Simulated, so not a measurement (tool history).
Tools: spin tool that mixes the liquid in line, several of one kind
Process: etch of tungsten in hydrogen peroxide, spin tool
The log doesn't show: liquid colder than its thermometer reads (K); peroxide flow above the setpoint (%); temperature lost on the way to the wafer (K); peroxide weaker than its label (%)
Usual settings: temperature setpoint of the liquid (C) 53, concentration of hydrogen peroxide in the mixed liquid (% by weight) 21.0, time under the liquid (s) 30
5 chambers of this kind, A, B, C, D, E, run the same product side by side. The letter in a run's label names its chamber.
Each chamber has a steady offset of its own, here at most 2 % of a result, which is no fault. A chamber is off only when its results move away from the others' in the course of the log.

run   hour  temperature setpoint of the liquid (C)  concentration of hydrogen peroxide in the mixed liquid (% by weight)  time under the liquid (s)  hours since the thermometer was replaced  hours since the peroxide flow meter was replaced  hours since the heated supply line was repaired  hours since the drum of peroxide was connected  read-back film thickness of the tungsten reference wafer, read on the same gauge (nm)  thickness taken off the tungsten on a monitor wafer (Å)
 1D    6.1                                      53                                                                  21.0                         30                                      65.3                                             377.1                                           1474.5                                           488.8                                                                                 39.997                                                   856.24
 2C   13.8                                      53                                                                  21.0                         30                                    1646.8                                             231.4                                           1959.6                                          1229.8                                                                                 40.015                                                   846.16
 3E   24.0                                      53                                                                  21.0                         30                                     264.5                                             128.2                                           1508.1                                           740.7                                                                                 40.001                                                   854.54
 4B   33.4                                      53                                                                  21.0                         30                                     214.3                                             739.6                                            734.3                                           870.0                                                                                 39.992                                                   859.03
 5A   43.7                                      53                                                                  21.0                         30                                     629.6                                              49.5                                             54.9                                           314.1                                                                                 39.976                                                   857.41
 6A   52.4                                      53                                                                  21.0                         30                                     638.3                                              58.2                                             63.6                                           322.8                                                                                 39.989                                                   855.89
      60.2  -- chamber A: new drum of peroxide connected
 7E   60.5                                      56                                                                  21.0                         30                                     301.0                                             164.7                                           1544.6                                           777.2                                                                                 39.991                                                  1020.50
 8B   70.5                                      56                                                                  21.0                         30                                     251.4                                             776.7                                            771.4                                           907.1                                                                                 39.991                                                  1026.60
 9D   76.3                                      56                                                                  21.0                         30                                     135.5                                             447.3                                           1544.7                                           559.0                                                                                 40.007                                                  1025.40
10C   85.2                                      56                                                                  21.0                         30                                    1718.2                                             302.8                                           2031.0                                          1301.2                                                                                 40.022                                                  1012.40
11E   94.5                                      56                                                                  21.0                         30                                     335.0                                             198.7                                           1578.6                                           811.2                                                                                 39.983                                                  1023.80
12A  102.4                                      53                                                                  25.5                         20                                     688.3                                             108.2                                            113.6                                            42.2                                                                                 40.025                                                   630.66
13D  108.3                                      53                                                                  25.5                         20                                     167.5                                             479.3                                           1576.7                                           591.0                                                                                 40.014                                                   630.11
14B  116.9                                      53                                                                  25.5                         20                                     297.8                                             823.1                                            817.8                                           953.5                                                                                 39.988                                                   631.87
15C  125.2                                      53                                                                  25.5                         20                                    1758.2                                             342.8                                           2071.0                                          1341.2                                                                                 39.995                                                   617.76
16A  130.4                                      53                                                                  25.5                         20                                     716.3                                             136.2                                            141.6                                            70.2                                                                                 40.018                                                   629.51
17B  137.7                                      53                                                                  21.0                         30                                     318.6                                             843.9                                            838.6                                           974.3                                                                                 40.030                                                   857.16
18C  148.1                                      53                                                                  21.0                         30                                    1781.1                                             365.7                                           2093.9                                          1364.1                                                                                 39.993                                                   841.56
19E  156.8                                      53                                                                  21.0                         30                                     397.3                                             261.0                                           1640.9                                           873.5                                                                                 39.992                                                   850.39
20D  162.6                                      53                                                                  21.0                         30                                     221.8                                             533.6                                           1631.0                                           645.3                                                                                 39.985                                                   860.12
21D  167.2                                      53                                                                  21.0                         30                                     226.4                                             538.2                                           1635.6                                           649.9                                                                                 40.005                                                   854.01
22E  173.9                                      53                                                                  21.0                         30                                     414.4                                             278.1                                           1658.0                                           890.6                                                                                 39.989                                                   856.47
23C  179.0                                      53                                                                  21.0                         30                                    1812.0                                             396.6                                           2124.8                                          1395.0                                                                                 40.013                                                   837.94
24B  184.7                                      53                                                                  21.0                         30                                     365.6                                             890.9                                            885.6                                          1021.3                                                                                 40.009                                                   860.83
     190.4  -- chamber B: new drum of peroxide connected
25A  190.6                                      53                                                                  21.0                         30                                     776.5                                             196.4                                            201.8                                           130.4                                                                                 40.004                                                   859.23
26D  197.4                                      46                                                                  21.0                         30                                     256.6                                             568.4                                           1665.8                                           680.1                                                                                 39.990                                                   555.54
27C  206.3                                      46                                                                  21.0                         30                                    1839.3                                             423.9                                           2152.1                                          1422.3                                                                                 39.995                                                   544.71
28A  215.6                                      46                                                                  21.0                         30                                     801.5                                             221.4                                            226.8                                           155.4                                                                                 40.007                                                   556.99
     223.7  -- chamber C: new drum of peroxide connected
29E  225.6                                      46                                                                  21.0                         30                                     466.1                                             329.8                                           1709.7                                           942.3                                                                                 40.011                                                   553.15
30B  233.4                                      46                                                                  21.0                         30                                     414.3                                             939.6                                            934.3                                            43.1                                                                                 40.008                                                   557.75
31C  242.6                                      53                                                                  21.0                         30                                    1875.6                                             460.2                                           2188.4                                            18.9                                                                                 40.015                                                   848.53
32E  252.2                                      53                                                                  25.5                         30                                     492.7                                             356.4                                           1736.3                                           968.9                                                                                 40.001                                                   937.24

Next, every chamber runs the same settings. What will each give?
33A  259.6                                      53                                                                  15.0                         30                                                                                                                                                                                                                                                                                                                                            ?
33B  259.6                                      53                                                                  15.0                         30                                                                                                                                                                                                                                                                                                                                            ?
33C  259.6                                      53                                                                  15.0                         30                                                                                                                                                                                                                                                                                                                                            ?
33D  259.6                                      53                                                                  15.0                         30                                                                                                                                                                                                                                                                                                                                            ?
33E  259.6                                      53                                                                  15.0                         30                                                                                                                                                                                                                                                                                                                                            ?

run  thickness taken off the tungsten on a monitor wafer (Å)
33A                                                   725.86
33B                                                   724.34
33C                                                   714.64
33D                                                   719.97
33E                                                   719.84
